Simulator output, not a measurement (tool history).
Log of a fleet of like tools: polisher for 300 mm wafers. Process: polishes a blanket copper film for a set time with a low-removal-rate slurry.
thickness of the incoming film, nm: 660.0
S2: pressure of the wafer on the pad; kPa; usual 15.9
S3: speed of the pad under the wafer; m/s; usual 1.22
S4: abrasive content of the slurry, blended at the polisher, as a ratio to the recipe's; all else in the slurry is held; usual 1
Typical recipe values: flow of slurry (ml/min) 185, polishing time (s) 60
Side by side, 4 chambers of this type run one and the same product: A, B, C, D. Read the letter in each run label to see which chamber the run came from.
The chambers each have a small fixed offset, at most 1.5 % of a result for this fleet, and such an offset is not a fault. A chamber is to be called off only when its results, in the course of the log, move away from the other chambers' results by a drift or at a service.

{"hour": 8.0, "done": "chamber D: slurry blender recalibrated"}
{"run": "1A", "hour": 9.4, "flow of slurry (ml/min)": 185, "S2": 15.9, "S3": 1.22, "S4": 1, "polishing time (s)": 60, "film removed (nm)": 193.26}
{"run": "2C", "hour": 24.8, "flow of slurry (ml/min)": 185, "S2": 15.9, "S3": 1.22, "S4": 1, "polishing time (s)": 60, "film removed (nm)": 194.86}
{"hour": 33.8, "done": "chamber A: slurry blender recalibrated"}
{"run": "3B", "hour": 39.8, "flow of slurry (ml/min)": 185, "S2": 15.9, "S3": 1.22, "S4": 1, "polishing time (s)": 60, "film removed (nm)": 189.41}
{"hour": 40.6, "done": "chamber B: worn pad replaced by a new one"}
{"run": "4D", "hour": 51.6, "flow of slurry (ml/min)": 185, "S2": 15.9, "S3": 1.22, "S4": 1, "polishing time (s)": 60, "film removed (nm)": 194.34}
{"hour": 61.7, "done": "chamber A: worn pad replaced by a new one"}
{"hour": 64.5, "done": "chamber D: worn pad replaced by a new one"}
{"run": "5A", "hour": 66.9, "flow of slurry (ml/min)": 185, "S2": 15.9, "S3": 1.22, "S4": 1, "polishing time (s)": 60, "film removed (nm)": 193.61}
{"run": "6B", "hour": 79.7, "flow of slurry (ml/min)": 185, "S2": 15.9, "S3": 1.22, "S4": 1, "polishing time (s)": 60, "film removed (nm)": 191.67}
{"run": "7D", "hour": 93.1, "flow of slurry (ml/min)": 185, "S2": 15.9, "S3": 1.22, "S4": 1, "polishing time (s)": 60, "film removed (nm)": 191.29}
{"hour": 99.1, "done": "chamber C: worn pad replaced by a new one"}
{"run": "8C", "hour": 106.3, "flow of slurry (ml/min)": 185, "S2": 15.9, "S3": 1.22, "S4": 1, "polishing time (s)": 60, "film removed (nm)": 194.36}
{"run": "9C", "hour": 120.7, "flow of slurry (ml/min)": 185, "S2": 15.9, "S3": 1.22, "S4": 1, "polishing time (s)": 60, "film removed (nm)": 192.16}
{"hour": 127.8, "done": "chamber B: worn pad replaced by a new one"}
{"run": "10B", "hour": 132.5, "flow of slurry (ml/min)": 185, "S2": 15.9, "S3": 1.22, "S4": 1, "polishing time (s)": 60, "film removed (nm)": 188.6}
{"run": "11D", "hour": 143.6, "flow of slurry (ml/min)": 185, "S2": 15.9, "S3": 1.22, "S4": 0.8, "polishing time (s)": 49, "film removed (nm)": 150.23}
{"hour": 148.4, "done": "chamber D: worn pad replaced by a new one"}
{"run": "12A", "hour": 151.4, "flow of slurry (ml/min)": 185, "S2": 15.9, "S3": 1.22, "S4": 0.8, "polishing time (s)": 49, "film removed (nm)": 147.43}
{"run": "13B", "hour": 166.6, "flow of slurry (ml/min)": 185, "S2": 15.9, "S3": 1.22, "S4": 0.8, "polishing time (s)": 49, "film removed (nm)": 148.81}
{"run": "14C", "hour": 178.3, "flow of slurry (ml/min)": 185, "S2": 15.9, "S3": 1.22, "S4": 0.8, "polishing time (s)": 49, "film removed (nm)": 150.13}
{"hour": 184.6, "done": "chamber D: slurry nozzle cleaned"}
{"run": "15D", "hour": 185.4, "flow of slurry (ml/min)": 185, "S2": 15.9, "S3": 1.22, "S4": 1, "polishing time (s)": 60, "film removed (nm)": 194.47}
{"hour": 187.4, "done": "chamber C: slurry blender recalibrated"}
{"run": "16A", "hour": 195.3, "flow of slurry (ml/min)": 185, "S2": 15.9, "S3": 1.22, "S4": 1, "polishing time (s)": 60, "film removed (nm)": 186.5}
{"hour": 196.3, "done": "chamber A: worn pad replaced by a new one"}
{"hour": 202.9, "done": "chamber B: worn pad replaced by a new one"}
{"run": "17D", "hour": 204.5, "flow of slurry (ml/min)": 185, "S2": 15.9, "S3": 1.22, "S4": 1, "polishing time (s)": 60, "film removed (nm)": 193.09}
{"hour": 207.9, "done": "chamber B: slurry nozzle cleaned"}
{"hour": 218.3, "done": "chamber D: head pressure recalibrated"}
{"run": "18B", "hour": 218.3, "flow of slurry (ml/min)": 185, "S2": 15.9, "S3": 1.22, "S4": 1, "polishing time (s)": 60, "film removed (nm)": 192.3}
{"run": "19C", "hour": 229.2, "flow of slurry (ml/min)": 185, "S2": 15.9, "S3": 1.22, "S4": 0.9, "polishing time (s)": 60, "film removed (nm)": 185.62}
{"hour": 231.5, "done": "chamber A: slurry blender recalibrated"}
{"hour": 236.1, "done": "chamber D: worn pad replaced by a new one"}
{"run": "20A", "hour": 242.2, "flow of slurry (ml/min)": 185, "S2": 15.9, "S3": 1.22, "S4": 0.9, "polishing time (s)": 60, "film removed (nm)": 184.43}
{"hour": 248.6, "done": "chamber C: worn pad replaced by a new one"}
{"run": "21D", "hour": 251.1, "flow of slurry (ml/min)": 185, "S2": 15.9, "S3": 1.22, "S4": 0.9, "polishing time (s)": 60, "film removed (nm)": 189.62}
{"hour": 258.4, "done": "chamber B: slurry blender recalibrated"}
{"run": "22B", "hour": 259.7, "flow of slurry (ml/min)": 185, "S2": 15.9, "S3": 1.22, "S4": 0.9, "polishing time (s)": 60, "film removed (nm)": 187.82}
{"run": "23A", "hour": 269.0, "flow of slurry (ml/min)": 185, "S2": 15.9, "S3": 1.22, "S4": 1, "polishing time (s)": 60, "film removed (nm)": 185.36}
{"run": "24C", "hour": 281.9, "flow of slurry (ml/min)": 185, "S2": 15.9, "S3": 1.22, "S4": 1, "polishing time (s)": 60, "film removed (nm)": 188.52}
{"hour": 282.9, "done": "chamber B: worn pad replaced by a new one"}
{"run": "25C", "hour": 294.5, "flow of slurry (ml/min)": 185, "S2": 15.9, "S3": 1.22, "S4": 1, "polishing time (s)": 60, "film removed (nm)": 193.29}
{"hour": 297.1, "done": "chamber B: head pressure recalibrated"}
{"run": "26B", "hour": 301.4, "flow of slurry (ml/min)": 185, "S2": 15.9, "S3": 1.22, "S4": 1, "polishing time (s)": 60, "film removed (nm)": 191.08}
{"hour": 309.6, "done": "chamber A: worn pad replaced by a new one"}
{"run": "27D", "hour": 315.4, "flow of slurry (ml/min)": 185, "S2": 15.9, "S3": 1.22, "S4": 1, "polishing time (s)": 60, "film removed (nm)": 192.64}
{"hour": 315.6, "done": "chamber D: worn pad replaced by a new one"}
{"run": "28A", "hour": 322.7, "flow of slurry (ml/min)": 185, "S2": 15.9, "S3": 1.46, "S4": 1, "polishing time (s)": 75, "film removed (nm)": 270.73}
{"run": "29B", "hour": 335.2, "flow of slurry (ml/min)": 185, "S2": 15.9, "S3": 1.46, "S4": 1, "polishing time (s)": 75, "film removed (nm)": 290.38}
{"run": "30A", "hour": 342.1, "flow of slurry (ml/min)": 185, "S2": 15.9, "S3": 1.46, "S4": 1, "polishing time (s)": 75, "film removed (nm)": 266.1}
{"run": "31C", "hour": 354.9, "flow of slurry (ml/min)": 185, "S2": 15.9, "S3": 1.46, "S4": 1, "polishing time (s)": 75, "film removed (nm)": 288.37}
{"run": "32D", "hour": 368.1, "flow of slurry (ml/min)": 185, "S2": 15.9, "S3": 1.22, "S4": 1, "polishing time (s)": 60, "film removed (nm)": 192.4}
{"hour": 369.5, "done": "chamber B: worn pad replaced by a new one"}
{"run": "33A", "hour": 383.5, "flow of slurry (ml/min)": 185, "S2": 14.5, "S3": 1.22, "S4": 1, "polishing time (s)": 60, "film removed (nm)": 160.24}
{"run": "34D", "hour": 390.4, "flow of slurry (ml/min)": 185, "S2": 14.5, "S3": 1.22, "S4": 1, "polishing time (s)": 60, "film removed (nm)": 175.78}
{"hour": 391.5, "done": "chamber C: worn pad replaced by a new one"}
{"run": "35B", "hour": 398.1, "flow of slurry (ml/min)": 185, "S2": 14.5, "S3": 1.22, "S4": 1, "polishing time (s)": 60, "film removed (nm)": 176.56}
{"run": "36C", "hour": 406.5, "flow of slurry (ml/min)": 185, "S2": 14.5, "S3": 1.22, "S4": 1, "polishing time (s)": 60, "film removed (nm)": 175.24}
{"run": "37C", "hour": 415.4, "flow of slurry (ml/min)": 185, "S2": 15.9, "S3": 1.22, "S4": 1, "polishing time (s)": 60, "film removed (nm)": 189.71}
{"run": "38A", "hour": 428.8, "flow of slurry (ml/min)": 185, "S2": 15.9, "S3": 1.22, "S4": 1, "polishing time (s)": 60, "film removed (nm)": 173.64}

Next, every chamber runs the same settings. What will each give?
{"run": "39A", "hour": 439.9, "flow of slurry (ml/min)": 185, "S2": 15.9, "S3": 1.22, "S4": 1, "polishing time (s)": 60, "film removed (nm)": "?"}
{"run": "39B", "hour": 439.9, "flow of slurry (ml/min)": 185, "S2": 15.9, "S3": 1.22, "S4": 1, "polishing time (s)": 60, "film removed (nm)": "?"}
{"run": "39C", "hour": 439.9, "flow of slurry (ml/min)": 185, "S2": 15.9, "S3": 1.22, "S4": 1, "polishing time (s)": 60, "film removed (nm)": "?"}
{"run": "39D", "hour": 439.9, "flow of slurry (ml/min)": 185, "S2": 15.9, "S3": 1.22, "S4": 1, "polishing time (s)": 60, "film removed (nm)": "?"}

run=39A film_removed_(nm)=172.48
run=39B film_removed_(nm)=188.42
run=39C film_removed_(nm)=194.33
run=39D film_removed_(nm)=191.91
